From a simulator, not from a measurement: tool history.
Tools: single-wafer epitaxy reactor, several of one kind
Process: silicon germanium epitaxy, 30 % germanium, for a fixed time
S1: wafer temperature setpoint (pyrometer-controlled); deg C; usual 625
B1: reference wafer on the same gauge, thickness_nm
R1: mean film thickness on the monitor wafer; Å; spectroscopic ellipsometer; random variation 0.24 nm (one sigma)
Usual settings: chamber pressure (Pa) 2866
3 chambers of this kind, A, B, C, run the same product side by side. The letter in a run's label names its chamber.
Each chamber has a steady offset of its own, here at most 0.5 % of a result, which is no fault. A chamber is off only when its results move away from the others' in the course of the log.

run 1A hour=6.6 | S1=625 chamber_pressure_(Pa)=2866 | B1=108.77 | R1=943.57
run 2C hour=16.1 | S1=625 chamber_pressure_(Pa)=2866 | B1=108.79 | R1=942.55
run 3B hour=21.8 | S1=625 chamber_pressure_(Pa)=2866 | B1=108.79 | R1=946.44
run 4A hour=32.7 | S1=625 chamber_pressure_(Pa)=2866 | B1=108.76 | R1=950.15
run 5C hour=38.9 | S1=625 chamber_pressure_(Pa)=2866 | B1=108.81 | R1=945.87
run 6B hour=48.1 | S1=625 chamber_pressure_(Pa)=2866 | B1=108.74 | R1=947.3
run 7C hour=59.4 | S1=625 chamber_pressure_(Pa)=2866 | B1=108.79 | R1=940.85
run 8A hour=68.4 | S1=625 chamber_pressure_(Pa)=2866 | B1=108.81 | R1=945.69
run 9B hour=77.7 | S1=625 chamber_pressure_(Pa)=2866 | B1=108.72 | R1=949.8
run 10A hour=85.4 | S1=625 chamber_pressure_(Pa)=2866 | B1=108.8 | R1=943.62
run 11C hour=94.1 | S1=625 chamber_pressure_(Pa)=2866 | B1=108.79 | R1=938.91
run 12B hour=101.3 | S1=625 chamber_pressure_(Pa)=3440 | B1=108.85 | R1=1019.8
-- hour=111.2 chamber A: pyrometer calibrated
run 13A hour=112.1 | S1=625 chamber_pressure_(Pa)=3440 | B1=108.81 | R1=998.78
run 14C hour=122.8 | S1=625 chamber_pressure_(Pa)=3440 | B1=108.87 | R1=1019.7
-- hour=127.6 chamber C: capacitance manometer re-zeroed and calibrated
run 15B hour=132.2 | S1=629 chamber_pressure_(Pa)=2440 | B1=108.82 | R1=952.04
-- hour=134.6 chamber A: capacitance manometer re-zeroed and calibrated
run 16C hour=140.2 | S1=629 chamber_pressure_(Pa)=2440 | B1=108.83 | R1=942.41
run 17B hour=150.1 | S1=629 chamber_pressure_(Pa)=2440 | B1=108.79 | R1=950.64
run 18A hour=161.4 | S1=625 chamber_pressure_(Pa)=2866 | B1=108.82 | R1=930.07
run 19C hour=170.4 | S1=625 chamber_pressure_(Pa)=2866 | B1=108.86 | R1=940.29
run 20A hour=175.6 | S1=625 chamber_pressure_(Pa)=2866 | B1=108.85 | R1=926.79
run 21B hour=186 | S1=636 chamber_pressure_(Pa)=2866 | B1=108.75 | R1=1151.5
run 22B hour=196.6 | S1=636 chamber_pressure_(Pa)=2866 | B1=108.86 | R1=1141.5
run 23A hour=202.7 | S1=636 chamber_pressure_(Pa)=2866 | B1=108.81 | R1=1119.8
run 24C hour=209.5 | S1=625 chamber_pressure_(Pa)=2866 | B1=108.87 | R1=942.02
run 25C hour=219.8 | S1=625 chamber_pressure_(Pa)=2866 | B1=108.79 | R1=944.69
run 26A hour=227 | S1=625 chamber_pressure_(Pa)=2866 | B1=108.78 | R1=927.38
run 27B hour=232.3 | S1=625 chamber_pressure_(Pa)=2866 | B1=108.78 | R1=946.08
run 28A hour=238.1 | S1=625 chamber_pressure_(Pa)=2866 | B1=108.79 | R1=933.82
run 29B hour=247.2 | S1=625 chamber_pressure_(Pa)=2866 | B1=108.84 | R1=949.77
run 30C hour=254 | S1=625 chamber_pressure_(Pa)=2866 | B1=108.86 | R1=944.36
run 31A hour=260.4 | S1=612 chamber_pressure_(Pa)=2426 | B1=108.79 | R1=695.36
run 32B hour=268.5 | S1=612 chamber_pressure_(Pa)=2426 | B1=108.81 | R1=709.61
run 33C hour=275 | S1=612 chamber_pressure_(Pa)=2426 | B1=108.81 | R1=702.54
run 34C hour=283.6 | S1=625 chamber_pressure_(Pa)=2866 | B1=108.77 | R1=942.1
run 35B hour=293 | S1=625 chamber_pressure_(Pa)=2866 | B1=108.77 | R1=947.93
run 36A hour=300.7 | S1=625 chamber_pressure_(Pa)=2866 | B1=108.84 | R1=929.64

Next, every chamber runs the same settings. What will each give?
run 37A hour=308.8 | S1=625 chamber_pressure_(Pa)=2866 | R1=?
run 37B hour=308.8 | S1=625 chamber_pressure_(Pa)=2866 | R1=?
run 37C hour=308.8 | S1=625 chamber_pressure_(Pa)=2866 | R1=?

run=37A R1=930.8
run=37B R1=952.6
run=37C R1=944.74

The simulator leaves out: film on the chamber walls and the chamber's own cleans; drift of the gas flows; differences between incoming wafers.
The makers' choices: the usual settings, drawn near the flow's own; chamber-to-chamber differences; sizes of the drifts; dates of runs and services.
